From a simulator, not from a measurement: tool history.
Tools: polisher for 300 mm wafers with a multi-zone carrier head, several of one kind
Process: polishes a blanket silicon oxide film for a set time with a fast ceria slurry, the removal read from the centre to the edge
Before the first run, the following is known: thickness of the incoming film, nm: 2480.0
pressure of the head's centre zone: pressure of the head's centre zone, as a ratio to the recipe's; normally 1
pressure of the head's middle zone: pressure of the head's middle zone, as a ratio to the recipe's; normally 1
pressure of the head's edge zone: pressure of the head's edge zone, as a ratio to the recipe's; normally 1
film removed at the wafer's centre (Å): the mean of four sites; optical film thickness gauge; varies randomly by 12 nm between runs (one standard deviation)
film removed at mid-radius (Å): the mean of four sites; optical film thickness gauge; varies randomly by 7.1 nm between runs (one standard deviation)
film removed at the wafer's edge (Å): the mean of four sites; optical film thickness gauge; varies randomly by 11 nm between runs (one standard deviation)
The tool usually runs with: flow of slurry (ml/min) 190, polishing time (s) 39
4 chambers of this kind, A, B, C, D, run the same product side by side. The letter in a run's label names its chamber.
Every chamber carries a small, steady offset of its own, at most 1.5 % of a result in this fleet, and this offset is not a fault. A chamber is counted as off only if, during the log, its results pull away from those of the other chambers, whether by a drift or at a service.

| run | hour | flow of slurry (ml/min) | pressure of the head's centre zone | pressure of the head's middle zone | pressure of the head's edge zone | polishing time (s) | film removed at the wafer's centre (Å) | film removed at mid-radius (Å) | film removed at the wafer's edge (Å) |
|---|---|---|---|---|---|---|---|---|---|
| 1B | 8.7 | 190 | 1 | 1 | 1 | 39 | 10251 | 10526 | 10250 |
|  | 18.6 | chamber D: worn pad replaced by a new one |
| 2D | 19 | 190 | 1 | 1 | 1 | 39 | 10083 | 10323 | 10298 |
| 3C | 26.5 | 190 | 1 | 1 | 1 | 39 | 10289 | 10275 | 10289 |
| 4A | 37 | 190 | 1 | 1 | 1 | 39 | 10459 | 10256 | 10322 |
| 5D | 43.1 | 190 | 1 | 1 | 1 | 39 | 10395 | 10224 | 10224 |
| 6C | 48.4 | 190 | 1 | 1 | 1 | 39 | 10233 | 10274 | 10419 |
|  | 51 | chamber A: worn pad replaced by a new one |
|  | 52.6 | chamber D: slurry nozzle cleaned |
|  | 56 | chamber B: worn pad replaced by a new one |
| 7B | 58 | 190 | 1 | 1 | 1 | 39 | 10419 | 10462 | 10309 |
| 8A | 63.2 | 190 | 1 | 1 | 0.89 | 52 | 13689 | 13660 | 13192 |
| 9D | 67.8 | 190 | 1 | 1 | 0.89 | 52 | 13935 | 13919 | 13200 |
| 10A | 76.6 | 190 | 1 | 1 | 0.89 | 52 | 13569 | 13863 | 12633 |
|  | 77.1 | chamber D: worn pad replaced by a new one |
|  | 79.8 | chamber C: worn pad replaced by a new one |
|  | 80.6 | chamber A: slurry nozzle cleaned |
| 11B | 87.2 | 190 | 1 | 1 | 0.89 | 52 | 14115 | 13946 | 12910 |
| 12C | 93.3 | 190 | 1 | 1 | 1.11 | 39 | 10176 | 10281 | 11091 |
| 13B | 100.3 | 190 | 1 | 1 | 1.11 | 39 | 10028 | 10418 | 10838 |
|  | 107.2 | chamber A: centre zone pressure recalibrated |
| 14D | 110.7 | 190 | 1 | 1 | 1.11 | 39 | 10523 | 10302 | 10804 |
| 15A | 121 | 190 | 1 | 1 | 1.11 | 39 | 10305 | 10277 | 10950 |
| 16C | 126.6 | 190 | 0.95 | 1 | 0.94 | 39 | 9916.7 | 10296 | 9977.4 |
|  | 127.9 | chamber B: worn pad replaced by a new one |
|  | 128.4 | chamber C: slurry nozzle cleaned |
|  | 128.9 | chamber A: worn pad replaced by a new one |
| 17D | 132.2 | 190 | 0.95 | 1 | 0.94 | 39 | 9893.1 | 10408 | 10125 |
| 18B | 138.4 | 190 | 0.95 | 1 | 0.94 | 39 | 9881.3 | 10505 | 9944.4 |
| 19C | 144.5 | 190 | 0.95 | 1 | 0.94 | 39 | 9598 | 10372 | 10066 |
|  | 151.3 | chamber D: worn pad replaced by a new one |
| 20A | 151.4 | 190 | 1 | 1 | 1 | 39 | 10476 | 10358 | 10356 |
| 21B | 158.1 | 190 | 1 | 1 | 1 | 39 | 10317 | 10594 | 10251 |
|  | 163.7 | chamber C: edge zone pressure recalibrated |
| 22A | 166.9 | 190 | 1 | 1 | 1 | 39 | 10320 | 10250 | 10194 |
|  | 173.4 | chamber C: worn pad replaced by a new one |
| 23D | 176.7 | 190 | 1 | 1 | 1 | 39 | 10591 | 10458 | 10484 |
| 24C | 187.1 | 190 | 1 | 1 | 1 | 39 | 10445 | 10282 | 10419 |
| 25C | 194.4 | 190 | 1 | 1 | 1 | 39 | 10296 | 10377 | 10318 |
|  | 196.9 | chamber B: worn pad replaced by a new one |
|  | 200.2 | chamber A: worn pad replaced by a new one |
| 26A | 201.7 | 190 | 1 | 1 | 1 | 39 | 10089 | 10260 | 10254 |
| 27D | 210.8 | 190 | 1.09 | 1.11 | 1 | 39 | 11463 | 11403 | 10470 |
|  | 219 | chamber D: worn pad replaced by a new one |
| 28B | 220.4 | 190 | 1.09 | 1.11 | 1 | 39 | 11504 | 11378 | 10267 |
| 29D | 228.6 | 190 | 1.09 | 1.11 | 1 | 39 | 11496 | 11417 | 10440 |
| 30A | 236.9 | 190 | 1.09 | 1.11 | 1 | 39 | 11236 | 11348 | 10201 |
|  | 237.4 | chamber D: slurry nozzle cleaned |
|  | 240.1 | chamber A: edge zone pressure recalibrated |
| 31C | 241.6 | 190 | 1 | 1 | 1 | 39 | 10128 | 10249 | 10352 |
| 32B | 247.2 | 190 | 1 | 1 | 1 | 39 | 10282 | 10451 | 10183 |
|  | 248.1 | chamber C: worn pad replaced by a new one |
| 33A | 257.7 | 190 | 1 | 1 | 1 | 39 | 10330 | 10326 | 10188 |
|  | 260.2 | chamber B: worn pad replaced by a new one |
| 34D | 266.7 | 190 | 1 | 1 | 1 | 39 | 10555 | 10349 | 10279 |
| 35B | 272.6 | 190 | 1 | 1 | 1 | 39 | 10496 | 10624 | 10332 |
| 36C | 280.6 | 190 | 1 | 1 | 1 | 39 | 10241 | 10463 | 10428 |
| 37C | 286.2 | 190 | 1 | 1 | 1 | 39 | 10241 | 10363 | 10416 |
|  | 287.3 | chamber A: worn pad replaced by a new one |
|  | 290.5 | chamber D: worn pad replaced by a new one |
| 38A | 291 | 190 | 1 | 1 | 1 | 39 | 10313 | 10406 | 10136 |
| 39B | 299.8 | 190 | 1 | 1 | 1 | 39 | 10319 | 10583 | 10202 |
|  | 305.7 | chamber D: edge zone pressure recalibrated |
| 40D | 309.5 | 190 | 1.09 | 1 | 1 | 39 | 11654 | 10393 | 10417 |
| 41D | 317.8 | 190 | 1.09 | 1 | 1 | 39 | 11721 | 10392 | 10417 |
| 42A | 322.9 | 190 | 1.09 | 1 | 1 | 39 | 11238 | 10321 | 10517 |

What goes on in this fleet: one chamber off, a drifting gauge, or nothing beyond the chambers' own small offsets? Name the chamber and the cause, if any.

Beyond each chamber's small constant offset nothing stands out, and the gauge stays steady.

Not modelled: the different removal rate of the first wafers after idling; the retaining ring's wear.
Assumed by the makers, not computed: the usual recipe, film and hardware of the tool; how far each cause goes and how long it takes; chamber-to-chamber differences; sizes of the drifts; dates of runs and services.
